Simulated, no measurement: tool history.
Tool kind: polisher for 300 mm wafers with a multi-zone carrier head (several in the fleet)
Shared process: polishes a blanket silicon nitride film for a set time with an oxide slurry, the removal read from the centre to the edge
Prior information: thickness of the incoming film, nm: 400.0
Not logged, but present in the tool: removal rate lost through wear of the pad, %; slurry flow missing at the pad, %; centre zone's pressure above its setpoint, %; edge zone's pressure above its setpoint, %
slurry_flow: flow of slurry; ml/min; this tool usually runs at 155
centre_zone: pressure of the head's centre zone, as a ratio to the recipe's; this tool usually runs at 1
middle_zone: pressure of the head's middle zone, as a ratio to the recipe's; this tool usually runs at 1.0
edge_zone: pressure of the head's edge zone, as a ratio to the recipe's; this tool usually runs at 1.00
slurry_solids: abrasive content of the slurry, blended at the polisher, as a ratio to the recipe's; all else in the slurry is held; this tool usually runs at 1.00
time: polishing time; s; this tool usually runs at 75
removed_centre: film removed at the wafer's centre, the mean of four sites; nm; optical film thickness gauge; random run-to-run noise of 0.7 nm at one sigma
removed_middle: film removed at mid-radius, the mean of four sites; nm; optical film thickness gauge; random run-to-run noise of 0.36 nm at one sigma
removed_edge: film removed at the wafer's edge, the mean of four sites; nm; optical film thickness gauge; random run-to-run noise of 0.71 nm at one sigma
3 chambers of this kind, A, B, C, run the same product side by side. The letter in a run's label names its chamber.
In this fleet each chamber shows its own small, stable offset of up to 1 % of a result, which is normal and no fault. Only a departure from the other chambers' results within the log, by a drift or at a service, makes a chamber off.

| run | hour | slurry_flow | centre_zone | middle_zone | edge_zone | slurry_solids | time | wafers polished on this pad | hours since the slurry nozzle was cleaned | hours since the centre zone pressure was calibrated | hours since the edge zone pressure was calibrated | removed_centre | removed_middle | removed_edge |
|---|---|---|---|---|---|---|---|---|---|---|---|---|---|---|
| 1B | 7.6 | 155 | 1 | 1.0 | 1.00 | 1.00 | 75 | 441 | 20.4 | 681.1 | 56.0 | 52.485 | 52.589 | 50.439 |
| 2C | 13.8 | 155 | 1 | 1.0 | 1.00 | 1.00 | 75 | 958 | 207.2 | 517.9 | 90.1 | 51.629 | 51.955 | 52.799 |
| 3A | 20.3 | 155 | 1 | 1.0 | 1.00 | 1.00 | 75 | 624 | 186.0 | 300.9 | 644.1 | 51.364 | 52.258 | 50.677 |
| 4A | 31.1 | 155 | 1 | 1.0 | 1.00 | 1.00 | 75 | 750 | 196.8 | 311.7 | 654.9 | 51.499 | 52.431 | 52.387 |
|  | 31.5 | chamber A: worn pad replaced by a new one |
| 5C | 36.1 | 155 | 1 | 1.0 | 1.00 | 1.00 | 75 | 1220 | 229.5 | 540.2 | 112.4 | 51.806 | 52.176 | 50.235 |
| 6B | 47.1 | 155 | 1 | 1.0 | 1.00 | 1.00 | 75 | 904 | 59.9 | 720.6 | 95.5 | 53.057 | 52.429 | 51.770 |
| 7C | 52.7 | 155 | 1 | 1.0 | 1.00 | 1.00 | 75 | 1414 | 246.1 | 556.8 | 129.0 | 50.874 | 52.505 | 51.720 |
| 8B | 59.1 | 155 | 1 | 1.0 | 1.00 | 1.00 | 75 | 1045 | 71.9 | 732.6 | 107.5 | 51.624 | 51.578 | 51.248 |
| 9A | 64.3 | 155 | 1 | 1.0 | 1.00 | 1.00 | 75 | 384 | 230.0 | 344.9 | 688.1 | 51.590 | 52.005 | 51.619 |
| 10A | 70.4 | 155 | 1 | 1.0 | 1.00 | 1.00 | 75 | 456 | 236.1 | 351.0 | 694.2 | 51.035 | 52.594 | 51.219 |
|  | 71.1 | chamber B: worn pad replaced by a new one |
| 11C | 81.2 | 155 | 1 | 1.0 | 1.00 | 1.00 | 75 | 1748 | 274.6 | 585.3 | 157.5 | 51.576 | 52.216 | 52.575 |
| 12B | 88.7 | 155 | 1 | 1.0 | 1.00 | 1.00 | 75 | 206 | 101.5 | 762.2 | 137.1 | 53.153 | 51.819 | 52.479 |
|  | 89.1 | chamber A: worn pad replaced by a new one |
| 13C | 99.2 | 155 | 1 | 1.0 | 1.00 | 1.00 | 75 | 1959 | 292.6 | 603.3 | 175.5 | 51.784 | 51.805 | 51.645 |
| 14A | 108.3 | 155 | 1 | 1.0 | 1.00 | 1.00 | 75 | 225 | 274.0 | 388.9 | 732.1 | 52.788 | 52.597 | 51.650 |
| 15B | 118.6 | 155 | 1 | 1.0 | 1.00 | 1.00 | 75 | 557 | 131.4 | 792.1 | 167.0 | 51.472 | 51.748 | 52.585 |
| 16C | 128.0 | 155 | 1 | 1.0 | 1.00 | 1.00 | 75 | 2297 | 321.4 | 632.1 | 204.3 | 50.620 | 51.786 | 51.877 |
| 17B | 134.7 | 155 | 1 | 1.0 | 1.00 | 1.00 | 75 | 746 | 147.5 | 808.2 | 183.1 | 50.902 | 52.761 | 52.360 |
| 18A | 144.6 | 155 | 1 | 1.0 | 1.00 | 1.00 | 87 | 651 | 310.3 | 425.2 | 768.4 | 59.979 | 60.291 | 60.867 |
| 19C | 155.5 | 155 | 1 | 1.0 | 1.00 | 1.00 | 87 | 2619 | 348.9 | 659.6 | 231.8 | 59.853 | 59.477 | 58.376 |
|  | 157.6 | chamber A: worn pad replaced by a new one |
| 20A | 161.0 | 155 | 1 | 1.0 | 1.00 | 1.00 | 87 | 39 | 326.7 | 441.6 | 784.8 | 60.392 | 60.808 | 61.438 |
|  | 164.6 | chamber B: worn pad replaced by a new one |
| 21B | 171.0 | 155 | 1 | 1.0 | 1.00 | 1.00 | 75 | 76 | 183.8 | 844.5 | 219.4 | 53.074 | 52.236 | 51.163 |
| 22B | 181.6 | 155 | 1 | 1.0 | 0.94 | 1.00 | 75 | 200 | 194.4 | 855.1 | 230.0 | 51.230 | 52.828 | 51.416 |
| 23C | 187.5 | 155 | 1 | 1.0 | 0.94 | 1.00 | 75 | 2994 | 380.9 | 691.6 | 263.8 | 49.258 | 50.545 | 49.062 |
| 24A | 195.4 | 155 | 1 | 1.0 | 0.94 | 1.00 | 75 | 443 | 361.1 | 476.0 | 819.2 | 50.626 | 52.429 | 50.610 |
| 25C | 204.4 | 155 | 1 | 1.0 | 1.00 | 1.00 | 75 | 3192 | 397.8 | 708.5 | 280.7 | 48.853 | 50.067 | 50.261 |
| 26B | 210.4 | 155 | 1 | 1.0 | 1.00 | 1.00 | 97 | 537 | 223.2 | 883.9 | 258.8 | 68.446 | 67.237 | 67.061 |
|  | 215.3 | chamber A: worn pad replaced by a new one |
| 27A | 218.4 | 155 | 1 | 1.0 | 1.00 | 1.00 | 97 | 37 | 384.1 | 499.0 | 842.2 | 66.740 | 67.548 | 67.470 |
| 28A | 228.5 | 155 | 1 | 1.0 | 1.00 | 1.00 | 97 | 155 | 394.2 | 509.1 | 852.3 | 67.204 | 67.161 | 67.885 |
|  | 231.8 | chamber C: edge zone pressure recalibrated |
|  | 237.9 | chamber A: slurry nozzle cleaned |
| 29B | 238.7 | 155 | 1 | 1.0 | 1.00 | 1.00 | 75 | 869 | 251.5 | 912.2 | 287.1 | 53.112 | 52.020 | 50.515 |
| 30C | 247.0 | 155 | 1 | 1.0 | 1.00 | 1.00 | 75 | 3692 | 440.4 | 751.1 | 15.2 | 48.515 | 48.841 | 49.494 |
| 31C | 253.8 | 155 | 1 | 1.0 | 1.00 | 1.00 | 75 | 3771 | 447.2 | 757.9 | 22.0 | 47.674 | 48.775 | 48.758 |
| 32B | 262.1 | 155 | 1 | 1.0 | 1.00 | 1.00 | 75 | 1143 | 274.9 | 935.6 | 310.5 | 51.779 | 51.761 | 51.959 |
| 33A | 270.8 | 155 | 1 | 1.1 | 1.00 | 0.85 | 75 | 651 | 32.9 | 551.4 | 894.6 | 48.706 | 53.590 | 47.928 |
| 34B | 275.9 | 155 | 1 | 1.1 | 1.00 | 0.85 | 75 | 1305 | 288.7 | 949.4 | 324.3 | 47.093 | 52.855 | 46.964 |

Which is it: a chamber that has drifted or been left off by a service, a gauge drift common to all chambers, or only each chamber's usual small offset? If a chamber is off, name it and its likeliest cause.

One chamber, C, drifts off from the rest bit by bit.
Likeliest cause: removal rate lost through wear of the pad, % = 7.06.
The log may not tell that from: slurry flow missing at the pad, %.

Here are 4 candidates for chamber C's next run, each the usual settings with a change, their results left as question marks. Which one brings its results back in line with what the others give on the usual settings?
Maximum distance from the other chambers' mean on the usual settings for a result to count as in line: removed_centre 2.400 nm; removed_middle 1.300 nm; removed_edge 2.500 nm
| 35C-1 | 283.9 | 160 | 1.01 | 1.0 | 1.00 | 1.00 | 80 |  |  |  |  | ? | ? | ? |
| 35C-2 | 283.9 | 150 | 0.99 | 1.0 | 1.00 | 0.95 | 69 |  |  |  |  | ? | ? | ? |
| 35C-3 | 283.9 | 150 | 0.99 | 1.0 | 1.00 | 1.00 | 70 |  |  |  |  | ? | ? | ? |
| 35C-4 | 283.9 | 160 | 1.01 | 1.0 | 1.00 | 1.05 | 82 |  |  |  |  | ? | ? | ? |

The other chambers' mean on the usual settings: removed_centre 52.027 nm; removed_middle 52.226 nm; removed_edge 52.067 nm
| run | removed_centre | removed_middle | removed_edge |
|---|---|---|---|
| 35C-1 | 52.111 | 52.063 | 51.904 |
| 35C-2 | 42.353 | 43.324 | 43.329 |
| 35C-3 | 44.014 | 45.023 | 45.028 |
| 35C-4 | 54.616 | 54.565 | 54.399 |
35C-1 puts the chamber back in line with the other chambers.
